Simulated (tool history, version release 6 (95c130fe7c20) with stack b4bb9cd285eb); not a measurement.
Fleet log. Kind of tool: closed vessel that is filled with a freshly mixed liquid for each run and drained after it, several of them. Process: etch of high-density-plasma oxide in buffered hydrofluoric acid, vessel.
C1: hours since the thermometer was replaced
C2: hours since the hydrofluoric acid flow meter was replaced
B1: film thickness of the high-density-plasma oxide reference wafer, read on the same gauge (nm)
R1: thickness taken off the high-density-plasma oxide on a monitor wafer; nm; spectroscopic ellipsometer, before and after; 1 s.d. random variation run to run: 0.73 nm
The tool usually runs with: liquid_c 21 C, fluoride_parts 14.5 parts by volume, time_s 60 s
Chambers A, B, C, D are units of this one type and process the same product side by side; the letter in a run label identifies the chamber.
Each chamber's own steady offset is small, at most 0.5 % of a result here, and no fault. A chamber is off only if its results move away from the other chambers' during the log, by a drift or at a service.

run 1D hour=12.8 | liquid_c=21 fluoride_parts=14.5 time_s=60 | C1=737.4 C2=375.6 | B1=40.016 | R1=93.291
run 2C hour=19.4 | liquid_c=21 fluoride_parts=14.5 time_s=60 | C1=760.1 C2=989.7 | B1=39.996 | R1=93.284
run 3B hour=31.5 | liquid_c=21 fluoride_parts=14.5 time_s=60 | C1=305.8 C2=495.5 | B1=40.014 | R1=93.89
run 4A hour=38.1 | liquid_c=21 fluoride_parts=14.5 time_s=60 | C1=1695.6 C2=278.7 | B1=39.985 | R1=92.732
run 5C hour=51 | liquid_c=21 fluoride_parts=14.5 time_s=60 | C1=791.7 C2=1021.3 | B1=39.996 | R1=93.717
run 6A hour=59.1 | liquid_c=21 fluoride_parts=14.5 time_s=60 | C1=1716.6 C2=299.7 | B1=40.011 | R1=93.388
run 7D hour=66.8 | liquid_c=21 fluoride_parts=14.5 time_s=60 | C1=791.4 C2=429.6 | B1=40.004 | R1=93.081
run 8B hour=78.1 | liquid_c=21 fluoride_parts=14.5 time_s=60 | C1=352.4 C2=542.1 | B1=39.988 | R1=92.773
-- hour=83.7 chamber D: thermometer replaced
run 9D hour=84.9 | liquid_c=18 fluoride_parts=14.5 time_s=60 | C1=1.3 C2=447.7 | B1=39.987 | R1=79.093
run 10B hour=95.3 | liquid_c=18 fluoride_parts=14.5 time_s=60 | C1=369.6 C2=559.3 | B1=40.016 | R1=79.303
run 11A hour=103.8 | liquid_c=18 fluoride_parts=14.5 time_s=60 | C1=1761.3 C2=344.4 | B1=40.023 | R1=77.957
run 12C hour=113 | liquid_c=18 fluoride_parts=14.5 time_s=60 | C1=853.7 C2=1083.3 | B1=40.001 | R1=77.77
run 13D hour=118.8 | liquid_c=21 fluoride_parts=11 time_s=75 | C1=35.2 C2=481.6 | B1=39.986 | R1=149.74
run 14B hour=126.7 | liquid_c=21 fluoride_parts=11 time_s=75 | C1=401 C2=590.7 | B1=39.955 | R1=150.66
run 15A hour=137.4 | liquid_c=21 fluoride_parts=11 time_s=75 | C1=1794.9 C2=378 | B1=40.002 | R1=151.68
run 16C hour=149.6 | liquid_c=21 fluoride_parts=11 time_s=75 | C1=890.3 C2=1119.9 | B1=39.981 | R1=151.23
run 17B hour=155.6 | liquid_c=21 fluoride_parts=14.5 time_s=60 | C1=429.9 C2=619.6 | B1=40.017 | R1=90.56
run 18C hour=164.9 | liquid_c=21 fluoride_parts=14.5 time_s=60 | C1=905.6 C2=1135.2 | B1=40.001 | R1=92.506
run 19D hour=175.8 | liquid_c=21 fluoride_parts=14.5 time_s=60 | C1=92.2 C2=538.6 | B1=40.026 | R1=92.418
run 20A hour=181.8 | liquid_c=21 fluoride_parts=14.5 time_s=60 | C1=1839.3 C2=422.4 | B1=39.99 | R1=93.758
run 21C hour=189.4 | liquid_c=21 fluoride_parts=14.5 time_s=60 | C1=930.1 C2=1159.7 | B1=40.008 | R1=93.175
run 22A hour=201.9 | liquid_c=21 fluoride_parts=14.5 time_s=60 | C1=1859.4 C2=442.5 | B1=40.03 | R1=93.403
run 23B hour=209.9 | liquid_c=19 fluoride_parts=17 time_s=60 | C1=484.2 C2=673.9 | B1=40.028 | R1=68.432
run 24D hour=217.8 | liquid_c=19 fluoride_parts=17 time_s=60 | C1=134.2 C2=580.6 | B1=39.983 | R1=71.68

Each of the 4 chambers runs these same settings next. Fill in every chamber's results:
run 25A hour=227.1 | liquid_c=21 fluoride_parts=14.5 time_s=60 | R1=?
run 25B hour=227.1 | liquid_c=21 fluoride_parts=14.5 time_s=60 | R1=?
run 25C hour=227.1 | liquid_c=21 fluoride_parts=14.5 time_s=60 | R1=?
run 25D hour=227.1 | liquid_c=21 fluoride_parts=14.5 time_s=60 | R1=?

run=25A R1=93.29
run=25B R1=87.427
run=25C R1=93.452
run=25D R1=92.884
